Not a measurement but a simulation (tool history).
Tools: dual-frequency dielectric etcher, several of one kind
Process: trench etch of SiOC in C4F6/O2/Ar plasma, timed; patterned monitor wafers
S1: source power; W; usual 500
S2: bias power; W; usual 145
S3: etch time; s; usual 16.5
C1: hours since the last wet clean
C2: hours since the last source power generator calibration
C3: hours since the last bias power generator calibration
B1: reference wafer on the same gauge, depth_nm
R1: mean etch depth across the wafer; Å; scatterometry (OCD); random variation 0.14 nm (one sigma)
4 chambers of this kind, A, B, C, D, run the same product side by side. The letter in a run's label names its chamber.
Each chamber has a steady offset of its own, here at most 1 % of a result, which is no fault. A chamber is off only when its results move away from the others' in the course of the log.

{"hour": 0.5, "done": "chamber B: wet clean of the chamber"}
{"run": "1D", "hour": 6.9, "S1": 500, "S2": 145, "S3": 16.5, "C1": 171.1, "C2": 2244.5, "C3": 1481.2, "B1": 31.204, "R1": 347.1}
{"run": "2B", "hour": 13.0, "S1": 500, "S2": 145, "S3": 16.5, "C1": 12.6, "C2": 1887.4, "C3": 227.1, "B1": 31.168, "R1": 351.39}
{"run": "3C", "hour": 20.2, "S1": 500, "S2": 145, "S3": 16.5, "C1": 331.4, "C2": 1823.3, "C3": 2136.7, "B1": 31.207, "R1": 347.79}
{"run": "4A", "hour": 28.7, "S1": 500, "S2": 145, "S3": 16.5, "C1": 442.3, "C2": 954, "C3": 1463, "B1": 31.231, "R1": 348.08}
{"run": "5A", "hour": 33.7, "S1": 500, "S2": 145, "S3": 16.5, "C1": 447.3, "C2": 959, "C3": 1468, "B1": 31.181, "R1": 347.85}
{"run": "6C", "hour": 41.0, "S1": 500, "S2": 145, "S3": 16.5, "C1": 352.2, "C2": 1844.1, "C3": 2157.5, "B1": 31.173, "R1": 347.5}
{"run": "7D", "hour": 46.7, "S1": 500, "S2": 145, "S3": 16.5, "C1": 210.9, "C2": 2284.3, "C3": 1521, "B1": 31.212, "R1": 348.58}
{"run": "8B", "hour": 52.4, "S1": 500, "S2": 145, "S3": 16.5, "C1": 52, "C2": 1926.8, "C3": 266.5, "B1": 31.182, "R1": 350.9}
{"run": "9A", "hour": 58.9, "S1": 390, "S2": 145, "S3": 20, "C1": 472.5, "C2": 984.2, "C3": 1493.2, "B1": 31.252, "R1": 382.34}
{"run": "10C", "hour": 64.9, "S1": 390, "S2": 145, "S3": 20, "C1": 376.1, "C2": 1868, "C3": 2181.4, "B1": 31.184, "R1": 382.17}
{"hour": 72.1, "done": "chamber A: wet clean of the chamber"}
{"run": "11D", "hour": 74.4, "S1": 390, "S2": 145, "S3": 20, "C1": 238.6, "C2": 2312, "C3": 1548.7, "B1": 31.193, "R1": 383.29}
{"run": "12B", "hour": 83.5, "S1": 390, "S2": 145, "S3": 20, "C1": 83.1, "C2": 1957.9, "C3": 297.6, "B1": 31.232, "R1": 382.03}
{"run": "13A", "hour": 89.4, "S1": 500, "S2": 145, "S3": 16.5, "C1": 17.4, "C2": 1014.7, "C3": 1523.7, "B1": 31.209, "R1": 347.1}
{"run": "14D", "hour": 94.9, "S1": 500, "S2": 145, "S3": 16.5, "C1": 259.1, "C2": 2332.5, "C3": 1569.2, "B1": 31.2, "R1": 350.05}
{"run": "15C", "hour": 101.5, "S1": 500, "S2": 178, "S3": 16.5, "C1": 412.7, "C2": 1904.6, "C3": 2218, "B1": 31.169, "R1": 371.52}
{"run": "16B", "hour": 108.5, "S1": 500, "S2": 178, "S3": 16.5, "C1": 108.1, "C2": 1982.9, "C3": 322.6, "B1": 31.194, "R1": 372.3}
{"run": "17B", "hour": 112.9, "S1": 500, "S2": 178, "S3": 16.5, "C1": 112.5, "C2": 1987.3, "C3": 327, "B1": 31.189, "R1": 371.7}
{"run": "18D", "hour": 122.4, "S1": 500, "S2": 178, "S3": 16.5, "C1": 286.6, "C2": 2360, "C3": 1596.7, "B1": 31.187, "R1": 374.22}
{"run": "19A", "hour": 131.5, "S1": 500, "S2": 145, "S3": 16.5, "C1": 59.5, "C2": 1056.8, "C3": 1565.8, "B1": 31.214, "R1": 349.33}
{"run": "20C", "hour": 137.2, "S1": 500, "S2": 145, "S3": 16.5, "C1": 448.4, "C2": 1940.3, "C3": 2253.7, "B1": 31.208, "R1": 348.37}
{"run": "21D", "hour": 143.7, "S1": 500, "S2": 145, "S3": 16.5, "C1": 307.9, "C2": 2381.3, "C3": 1618, "B1": 31.184, "R1": 350.51}
{"run": "22A", "hour": 152.6, "S1": 500, "S2": 120, "S3": 16.5, "C1": 80.6, "C2": 1077.9, "C3": 1586.9, "B1": 31.2, "R1": 331.77}
{"run": "23C", "hour": 158.3, "S1": 500, "S2": 120, "S3": 16.5, "C1": 469.5, "C2": 1961.4, "C3": 2274.8, "B1": 31.167, "R1": 329.82}
{"hour": 158.9, "done": "chamber C: bias power generator calibrated"}
{"run": "24B", "hour": 167.2, "S1": 500, "S2": 120, "S3": 16.5, "C1": 166.8, "C2": 2041.6, "C3": 381.3, "B1": 31.224, "R1": 335.3}
{"run": "25A", "hour": 175.3, "S1": 500, "S2": 120, "S3": 16.5, "C1": 103.3, "C2": 1100.6, "C3": 1609.6, "B1": 31.174, "R1": 331.12}
{"run": "26C", "hour": 182.6, "S1": 500, "S2": 145, "S3": 16.5, "C1": 493.8, "C2": 1985.7, "C3": 23.7, "B1": 31.209, "R1": 350.08}
{"hour": 183.7, "done": "chamber C: wet clean of the chamber"}
{"run": "27B", "hour": 188.3, "S1": 500, "S2": 145, "S3": 16.5, "C1": 187.9, "C2": 2062.7, "C3": 402.4, "B1": 31.178, "R1": 350.54}
{"run": "28D", "hour": 197.2, "S1": 500, "S2": 145, "S3": 16.5, "C1": 361.4, "C2": 2434.8, "C3": 1671.5, "B1": 31.194, "R1": 356.56}
{"run": "29C", "hour": 203.7, "S1": 500, "S2": 145, "S3": 20, "C1": 20.1, "C2": 2006.8, "C3": 44.8, "B1": 31.222, "R1": 422.21}
{"run": "30B", "hour": 211.2, "S1": 500, "S2": 145, "S3": 20, "C1": 210.8, "C2": 2085.6, "C3": 425.3, "B1": 31.205, "R1": 424.14}
{"run": "31D", "hour": 215.5, "S1": 500, "S2": 145, "S3": 20, "C1": 379.7, "C2": 2453.1, "C3": 1689.8, "B1": 31.198, "R1": 432.82}
{"run": "32A", "hour": 222.8, "S1": 500, "S2": 145, "S3": 20, "C1": 150.8, "C2": 1148.1, "C3": 1657.1, "B1": 31.187, "R1": 421.52}
{"run": "33C", "hour": 229.8, "S1": 500, "S2": 145, "S3": 16.5, "C1": 46.2, "C2": 2032.9, "C3": 70.9, "B1": 31.157, "R1": 345.39}
{"run": "34D", "hour": 237.7, "S1": 500, "S2": 145, "S3": 16.5, "C1": 401.9, "C2": 2475.3, "C3": 1712, "B1": 31.193, "R1": 357.13}
{"run": "35A", "hour": 246.7, "S1": 500, "S2": 145, "S3": 16.5, "C1": 174.7, "C2": 1172, "C3": 1681, "B1": 31.225, "R1": 348.45}
{"run": "36B", "hour": 253.6, "S1": 500, "S2": 145, "S3": 16.5, "C1": 253.2, "C2": 2128, "C3": 467.7, "B1": 31.198, "R1": 351.27}
{"run": "37A", "hour": 261.9, "S1": 500, "S2": 145, "S3": 16.5, "C1": 189.9, "C2": 1187.2, "C3": 1696.2, "B1": 31.204, "R1": 346.63}
{"run": "38D", "hour": 267.4, "S1": 500, "S2": 145, "S3": 16.5, "C1": 431.6, "C2": 2505, "C3": 1741.7, "B1": 31.216, "R1": 358.08}
{"run": "39B", "hour": 273.7, "S1": 500, "S2": 145, "S3": 16.5, "C1": 273.3, "C2": 2148.1, "C3": 487.8, "B1": 31.199, "R1": 350.74}
{"run": "40C", "hour": 278.8, "S1": 500, "S2": 145, "S3": 16.5, "C1": 95.2, "C2": 2081.9, "C3": 119.9, "B1": 31.208, "R1": 347.87}
{"run": "41D", "hour": 283.4, "S1": 500, "S2": 145, "S3": 16.5, "C1": 447.6, "C2": 2521, "C3": 1757.7, "B1": 31.23, "R1": 358.61}

Next, every chamber runs the same settings. What will each give?
{"run": "42A", "hour": 290.4, "S1": 500, "S2": 145, "S3": 16.5, "R1": "?"}
{"run": "42B", "hour": 290.4, "S1": 500, "S2": 145, "S3": 16.5, "R1": "?"}
{"run": "42C", "hour": 290.4, "S1": 500, "S2": 145, "S3": 16.5, "R1": "?"}
{"run": "42D", "hour": 290.4, "S1": 500, "S2": 145, "S3": 16.5, "R1": "?"}

run=42A R1=348.49
run=42B R1=351.48
run=42C R1=345.07
run=42D R1=358.32
